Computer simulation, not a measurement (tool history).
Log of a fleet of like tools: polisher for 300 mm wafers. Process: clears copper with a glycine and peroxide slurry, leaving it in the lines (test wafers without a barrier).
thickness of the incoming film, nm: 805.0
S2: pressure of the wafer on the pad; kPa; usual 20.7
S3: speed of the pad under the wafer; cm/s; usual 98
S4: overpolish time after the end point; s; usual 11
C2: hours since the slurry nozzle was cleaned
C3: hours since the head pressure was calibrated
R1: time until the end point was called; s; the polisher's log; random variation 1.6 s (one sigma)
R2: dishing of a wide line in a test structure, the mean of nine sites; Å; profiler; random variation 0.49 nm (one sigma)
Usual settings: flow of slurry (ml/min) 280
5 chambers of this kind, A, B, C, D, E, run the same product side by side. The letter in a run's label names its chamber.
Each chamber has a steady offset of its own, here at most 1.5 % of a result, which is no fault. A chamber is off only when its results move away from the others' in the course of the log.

Run 1E, hour 7.4: usual settings; wafers polished on this pad 838; C2 28.0; C3 419.2. Result: R1 174.51 s, R2 349.36 Å.
Run 2C, hour 18.1: usual settings; wafers polished on this pad 213; C2 98.2; C3 670.8. Result: R1 171.85 s, R2 361.38 Å.
Run 3D, hour 25.7: usual settings; wafers polished on this pad 692; C2 548.3; C3 600.3. Result: R1 177.57 s, R2 360.24 Å.
Run 4A, hour 34.6: usual settings; wafers polished on this pad 765; C2 121.7; C3 341.1. Result: R1 173.64 s, R2 361.05 Å.
Run 5B, hour 41.7: usual settings but S2 17.2 kPa, S4 14 s; wafers polished on this pad 761; C2 114.8; C3 884.8. Result: R1 199.91 s, R2 394.09 Å.
At hour 42.5: chamber E: worn pad replaced by a new one.
Run 6D, hour 50.2: usual settings but S2 17.2 kPa, S4 14 s; wafers polished on this pad 818; C2 572.8; C3 624.8. Result: R1 199.77 s, R2 386.73 Å.
Run 7B, hour 58.6: usual settings but S2 17.2 kPa, S4 14 s; wafers polished on this pad 847; C2 131.7; C3 901.7. Result: R1 197.51 s, R2 398.36 Å.
Run 8E, hour 64.1: usual settings but S2 17.2 kPa, S4 14 s; wafers polished on this pad 111; C2 84.7; C3 475.9. Result: R1 200.91 s, R2 382.32 Å.
At hour 71.4: chamber B: worn pad replaced by a new one.
Run 9C, hour 71.9: usual settings but S2 17.2 kPa, S4 14 s; wafers polished on this pad 490; C2 152.0; C3 724.6. Result: R1 202.30 s, R2 398.36 Å.
Run 10A, hour 81.3: usual settings but flow of slurry (ml/min) 310, S2 23.4 kPa; wafers polished on this pad 1005; C2 168.4; C3 387.8. Result: R1 153.31 s, R2 400.76 Å.
Run 11B, hour 90.4: usual settings but flow of slurry (ml/min) 310, S2 23.4 kPa; wafers polished on this pad 97; C2 163.5; C3 933.5. Result: R1 152.93 s, R2 401.80 Å.
Run 12C, hour 96.9: usual settings but flow of slurry (ml/min) 310, S2 23.4 kPa; wafers polished on this pad 618; C2 177.0; C3 749.6. Result: R1 155.90 s, R2 404.35 Å.
Run 13A, hour 108.1: usual settings but flow of slurry (ml/min) 310, S2 23.4 kPa; wafers polished on this pad 1143; C2 195.2; C3 414.6. Result: R1 154.92 s, R2 402.95 Å.
At hour 114.8: chamber D: head pressure recalibrated.
Run 14D, hour 119.9: usual settings but flow of slurry (ml/min) 310, S2 23.4 kPa; wafers polished on this pad 1176; C2 642.5; C3 5.2. Result: R1 155.30 s, R2 385.39 Å.
Run 15E, hour 126.6: usual settings; wafers polished on this pad 432; C2 147.2; C3 538.4. Result: R1 172.28 s, R2 369.39 Å.
Run 16E, hour 132.7: usual settings; wafers polished on this pad 463; C2 153.3; C3 544.5. Result: R1 169.94 s, R2 365.75 Å.
At hour 138.4: chamber A: worn pad replaced by a new one.
Run 17D, hour 138.7: usual settings but S2 15.2 kPa; wafers polished on this pad 1273; C2 661.3; C3 24.0. Result: R1 225.16 s, R2 284.54 Å.
At hour 143.6: chamber A: head pressure recalibrated.
Run 18A, hour 145.3: usual settings but S2 15.2 kPa; wafers polished on this pad 35; C2 232.4; C3 1.7. Result: R1 223.50 s, R2 285.09 Å.
Run 19C, hour 150.9: usual settings but S2 15.2 kPa; wafers polished on this pad 895; C2 231.0; C3 803.6. Result: R1 222.61 s, R2 291.74 Å.
Run 20B, hour 162.7: usual settings but S2 15.2 kPa; wafers polished on this pad 469; C2 235.8; C3 1005.8. Result: R1 219.95 s, R2 287.64 Å.
Run 21B, hour 170.1: usual settings but S2 15.2 kPa; wafers polished on this pad 507; C2 243.2; C3 1013.2. Result: R1 220.09 s, R2 289.79 Å.
At hour 175.6: chamber D: worn pad replaced by a new one.
Run 22D, hour 177.7: usual settings; wafers polished on this pad 10; C2 700.3; C3 63.0. Result: R1 174.18 s, R2 361.05 Å.
Run 23E, hour 183.0: usual settings; wafers polished on this pad 722; C2 203.6; C3 594.8. Result: R1 173.64 s, R2 357.59 Å.
At hour 188.0: chamber E: head pressure recalibrated.
Run 24C, hour 194.7: usual settings but flow of slurry (ml/min) 335; wafers polished on this pad 1121; C2 274.8; C3 847.4. Result: R1 167.95 s, R2 363.93 Å.
Run 25A, hour 206.6: usual settings but flow of slurry (ml/min) 335; wafers polished on this pad 350; C2 293.7; C3 63.0. Result: R1 168.69 s, R2 366.95 Å.
Run 26B, hour 213.7: usual settings but flow of slurry (ml/min) 335; wafers polished on this pad 731; C2 286.8; C3 1056.8. Result: R1 167.25 s, R2 365.57 Å.
At hour 221.0: chamber E: slurry nozzle cleaned.
Run 27C, hour 224.4: usual settings but flow of slurry (ml/min) 335; wafers polished on this pad 1273; C2 304.5; C3 877.1. Result: R1 169.14 s, R2 364.46 Å.
At hour 231.2: chamber B: worn pad replaced by a new one.
Run 28A, hour 235.1: usual settings but flow of slurry (ml/min) 335; wafers polished on this pad 497; C2 322.2; C3 91.5. Result: R1 170.12 s, R2 363.52 Å.
At hour 240.2: chamber E: worn pad replaced by a new one.
Run 29D, hour 240.9: usual settings but S3 126 cm/s; wafers polished on this pad 335; C2 763.5; C3 126.2. Result: R1 141.25 s, R2 418.67 Å.
At hour 246.5: chamber C: worn pad replaced by a new one.
Run 30E, hour 252.6: usual settings but S3 126 cm/s; wafers polished on this pad 64; C2 31.6; C3 64.7. Result: R1 141.58 s, R2 433.02 Å.
Run 31D, hour 260.8: usual settings but S3 126 cm/s; wafers polished on this pad 437; C2 783.4; C3 146.1. Result: R1 139.78 s, R2 417.83 Å.
At hour 266.6: chamber A: slurry nozzle cleaned.
Run 32E, hour 270.4: usual settings but S3 126 cm/s; wafers polished on this pad 155; C2 49.4; C3 82.5. Result: R1 140.58 s, R2 425.19 Å.
Run 33B, hour 282.3: usual settings but S3 126 cm/s; wafers polished on this pad 262; C2 355.4; C3 1125.4. Result: R1 140.14 s, R2 438.92 Å.
Run 34A, hour 288.8: usual settings; wafers polished on this pad 773; C2 22.3; C3 145.2. Result: R1 171.43 s, R2 363.14 Å.
Run 35C, hour 295.3: usual settings; wafers polished on this pad 251; C2 375.4; C3 948.0. Result: R1 172.56 s, R2 364.89 Å.
Run 36D, hour 302.7: usual settings; wafers polished on this pad 653; C2 825.3; C3 188.0. Result: R1 176.54 s, R2 356.99 Å.

All 5 chambers run these settings next. Forecast each chamber's results:
Run 37A, hour 311.6: usual settings. Result: R1 ?, R2 ?.
Run 37B, hour 311.6: usual settings. Result: R1 ?, R2 ?.
Run 37C, hour 311.6: usual settings. Result: R1 ?, R2 ?.
Run 37D, hour 311.6: usual settings. Result: R1 ?, R2 ?.
Run 37E, hour 311.6: usual settings. Result: R1 ?, R2 ?.

run      R1      R2
37A  171.81  361.05
37B  168.35  365.87
37C  172.80  364.99
37D  174.29  353.63
37E  174.13  366.60

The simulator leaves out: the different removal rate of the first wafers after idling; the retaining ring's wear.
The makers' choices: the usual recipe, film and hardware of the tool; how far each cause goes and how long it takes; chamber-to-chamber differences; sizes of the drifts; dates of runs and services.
